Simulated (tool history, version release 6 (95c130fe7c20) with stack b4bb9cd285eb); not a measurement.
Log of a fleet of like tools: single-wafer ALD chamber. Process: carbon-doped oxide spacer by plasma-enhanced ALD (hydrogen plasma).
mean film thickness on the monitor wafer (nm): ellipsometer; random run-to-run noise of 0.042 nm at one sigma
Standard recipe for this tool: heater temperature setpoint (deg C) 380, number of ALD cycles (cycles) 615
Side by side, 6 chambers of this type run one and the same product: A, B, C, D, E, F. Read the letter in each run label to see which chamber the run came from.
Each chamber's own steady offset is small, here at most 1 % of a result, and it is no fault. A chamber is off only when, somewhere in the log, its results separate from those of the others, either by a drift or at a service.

| run | day | heater temperature setpoint (deg C) | number of ALD cycles (cycles) | hours since the last thermocouple change | read-back reference wafer on the same gauge, thickness_nm | mean film thickness on the monitor wafer (nm) |
|---|---|---|---|---|---|---|
| 1B | 0.212 | 380 | 615 | 1812.6 | 34.706 | 30.992 |
| 2A | 0.446 | 380 | 615 | 1478.3 | 34.691 | 30.473 |
| 3E | 0.608 | 380 | 615 | 832.4 | 34.683 | 30.821 |
| 4C | 0.858 | 380 | 615 | 573.5 | 34.684 | 30.929 |
| 5F | 1.004 | 380 | 513 | 1176.5 | 34.677 | 25.607 |
| 6D | 1.308 | 380 | 513 | 1271.8 | 34.668 | 25.46 |
| 7A | 1.621 | 380 | 513 | 1506.5 | 34.66 | 25.439 |
| 8B | 1.883 | 380 | 513 | 1852.7 | 34.675 | 25.76 |
| 9C | 2.096 | 380 | 513 | 603.2 | 34.653 | 25.763 |
| 10E | 2.371 | 380 | 513 | 874.7 | 34.647 | 25.709 |
| 11F | 2.625 | 380 | 615 | 1215.4 | 34.653 | 30.691 |
| 12D | 2.838 | 380 | 657 | 1308.5 | 34.63 | 32.687 |
| 13F | 3.142 | 380 | 657 | 1227.8 | 34.625 | 32.811 |
| 14B | 3.392 | 380 | 657 | 1888.9 | 34.627 | 32.958 |
| 15D | 3.654 | 380 | 657 | 1328.1 | 34.62 | 32.499 |
| 16E | 3.879 | 380 | 657 | 910.9 | 34.626 | 32.866 |
| 17A | 4.2 | 380 | 657 | 1568.4 | 34.605 | 32.588 |
| 18C | 4.358 | 380 | 615 | 657.5 | 34.606 | 30.86 |
| 19D | 4.562 | 388 | 522 | 1349.9 | 34.589 | 25.81 |
| 20E | 4.754 | 388 | 522 | 931.9 | 34.603 | 26.2 |
| 21F | 4.988 | 388 | 522 | 1272.1 | 34.594 | 26.041 |
| 22C | 5.242 | 388 | 522 | 678.7 | 34.593 | 26.104 |
| 23A | 5.45 | 388 | 522 | 1598.4 | 34.587 | 25.875 |
| 24B | 5.725 | 388 | 522 | 1944.9 | 34.582 | 26.117 |
| 25C | 5.917 | 380 | 562 | 694.9 | 34.568 | 28.06 |
| 26E | 6.121 | 380 | 562 | 964.7 | 34.57 | 28.143 |
| 27B | 6.358 | 380 | 562 | 1960.1 | 34.577 | 28.071 |
| 28F | 6.646 | 380 | 562 | 1311.9 | 34.568 | 27.999 |
| 29A | 6.925 | 380 | 562 | 1633.8 | 34.543 | 27.767 |
| 30D | 7.167 | 380 | 562 | 1412.4 | 34.558 | 27.824 |
| 31C | 7.421 | 392 | 703 | 731 | 34.552 | 35.152 |
| 32E | 7.638 | 392 | 703 | 1001.1 | 34.542 | 35.071 |
| 33D | 7.829 | 392 | 703 | 1428.3 | 34.533 | 34.884 |
| 34B | 8.025 | 392 | 703 | 2000.1 | 34.526 | 35.123 |
| 35F | 8.279 | 392 | 703 | 1351.1 | 34.528 | 35.036 |
| 36A | 8.483 | 392 | 703 | 1671.2 | 34.522 | 34.721 |
| 37B | 8.717 | 380 | 615 | 2016.7 | 34.51 | 30.702 |
| 38E | 8.921 | 380 | 615 | 1031.9 | 34.505 | 30.625 |
| 39A | 9.104 | 380 | 615 | 1686.1 | 34.509 | 30.41 |

Which is it: a chamber that has drifted or been left off by a service, a gauge drift common to all chambers, or only each chamber's usual small offset? If a chamber is off, name it and its likeliest cause.

Every chamber seems to shift together because the gauge that measures them all drifts; the chambers themselves are fine.
Most likely cause: gauge reads low (%) = 0.564.
